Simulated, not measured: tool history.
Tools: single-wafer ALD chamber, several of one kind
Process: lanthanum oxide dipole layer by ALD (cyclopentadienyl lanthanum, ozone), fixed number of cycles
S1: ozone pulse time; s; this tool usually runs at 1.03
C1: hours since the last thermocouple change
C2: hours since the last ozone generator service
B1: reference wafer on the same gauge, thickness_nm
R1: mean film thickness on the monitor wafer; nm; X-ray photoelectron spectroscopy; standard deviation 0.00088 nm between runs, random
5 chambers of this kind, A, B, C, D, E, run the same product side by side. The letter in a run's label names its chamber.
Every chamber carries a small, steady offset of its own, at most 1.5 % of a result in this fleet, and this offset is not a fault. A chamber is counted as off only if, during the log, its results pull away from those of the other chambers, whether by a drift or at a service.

run	hour	S1	C1	C2	B1	R1
1E	4.9	1.03	948.1	478.9	0.59534	0.49794
2A	13.5	1.03	1167.2	1079.6	0.59526	0.50206
3B	22.9	1.03	250	650.3	0.59521	0.50411
# hour 24.1: chamber C: thermocouple changed; heater temperature recalibrated
# hour 26.2: chamber E: thermocouple changed; heater temperature recalibrated
4C	29.7	1.03	5.6	599.6	0.59541	0.5012
5D	38.8	1.03	1238.8	537.7	0.59552	0.50268
6C	44.7	1.03	20.6	614.6	0.59566	0.5026
7D	49	1.03	1249	547.9	0.5955	0.50272
8E	58.5	1.03	32.3	532.5	0.59586	0.49976
9A	64.2	1.03	1217.9	1130.3	0.59594	0.504
10B	68.8	1.03	295.9	696.2	0.59614	0.50422
11D	78.4	1.03	1278.4	577.3	0.5964	0.50242
12A	86.3	1.03	1240	1152.4	0.59638	0.50387
13E	94.5	1.03	68.3	568.5	0.59614	0.50086
14C	99.9	0.74	75.8	669.8	0.59632	0.44502
15B	109.4	0.74	336.5	736.8	0.59635	0.44583
16A	116.7	0.74	1270.4	1182.8	0.59652	0.44515
17E	126.1	0.74	99.9	600.1	0.59691	0.44168
18C	132.4	0.74	108.3	702.3	0.59699	0.44536
19B	138.1	1.03	365.2	765.5	0.59677	0.50661
20D	144	1.03	1344	642.9	0.59718	0.50329
# hour 146.1: chamber C: ozone generator serviced
21C	153.5	1.03	129.4	7.4	0.59724	0.50447
22D	162.2	1.03	1362.2	661.1	0.59718	0.5057
23E	166.6	1.03	140.4	640.6	0.59721	0.50021
24B	172.7	1.03	399.8	800.1	0.59732	0.50646
25A	179.8	1.26	1333.5	1245.9	0.59761	0.52986
# hour 183.3: chamber A: ozone generator serviced
26A	185.8	1.26	1339.5	2.6	0.59753	0.53314
27C	191.6	1.26	167.5	45.5	0.59748	0.53253
28B	200.7	1.26	427.8	828.1	0.59784	0.53399
29D	206.3	1.26	1406.3	705.2	0.59768	0.53085
30E	210.9	1.03	184.7	684.9	0.59797	0.5003
31B	217	1.03	444.1	844.4	0.59825	0.50759
32A	221.6	1.03	1375.3	38.4	0.59822	0.50464
33C	227.3	1.03	203.2	81.2	0.59783	0.50459
34E	235.5	1.42	209.3	709.5	0.59827	0.54245
35D	242.3	1.42	1442.3	741.2	0.59822	0.54494
36C	247	1.42	222.9	100.9	0.59851	0.54699
37E	251.5	1.42	225.3	725.5	0.59828	0.54324
38D	259.6	1.42	1459.6	758.5	0.59847	0.54481
39B	265	1.03	492.1	892.4	0.5989	0.50608
40A	269.2	1.2	1422.9	86	0.59878	0.52731
41C	278.3	1.2	254.2	132.2	0.59907	0.52631
42D	284	1.2	1484	782.9	0.59901	0.52697
43B	293.2	1.2	520.3	920.6	0.59879	0.5276
44E	301.4	1.2	275.2	775.4	0.59912	0.52461

Is one chamber off against the others, does the gauge drift, or is nothing wrong? If a chamber is off, say which, and what the likeliest cause is.

It is the gauge, not a chamber: its drift shows up in every chamber's results at once, and no chamber is off.
What lies behind it: gauge reads high (%) = 0.71.

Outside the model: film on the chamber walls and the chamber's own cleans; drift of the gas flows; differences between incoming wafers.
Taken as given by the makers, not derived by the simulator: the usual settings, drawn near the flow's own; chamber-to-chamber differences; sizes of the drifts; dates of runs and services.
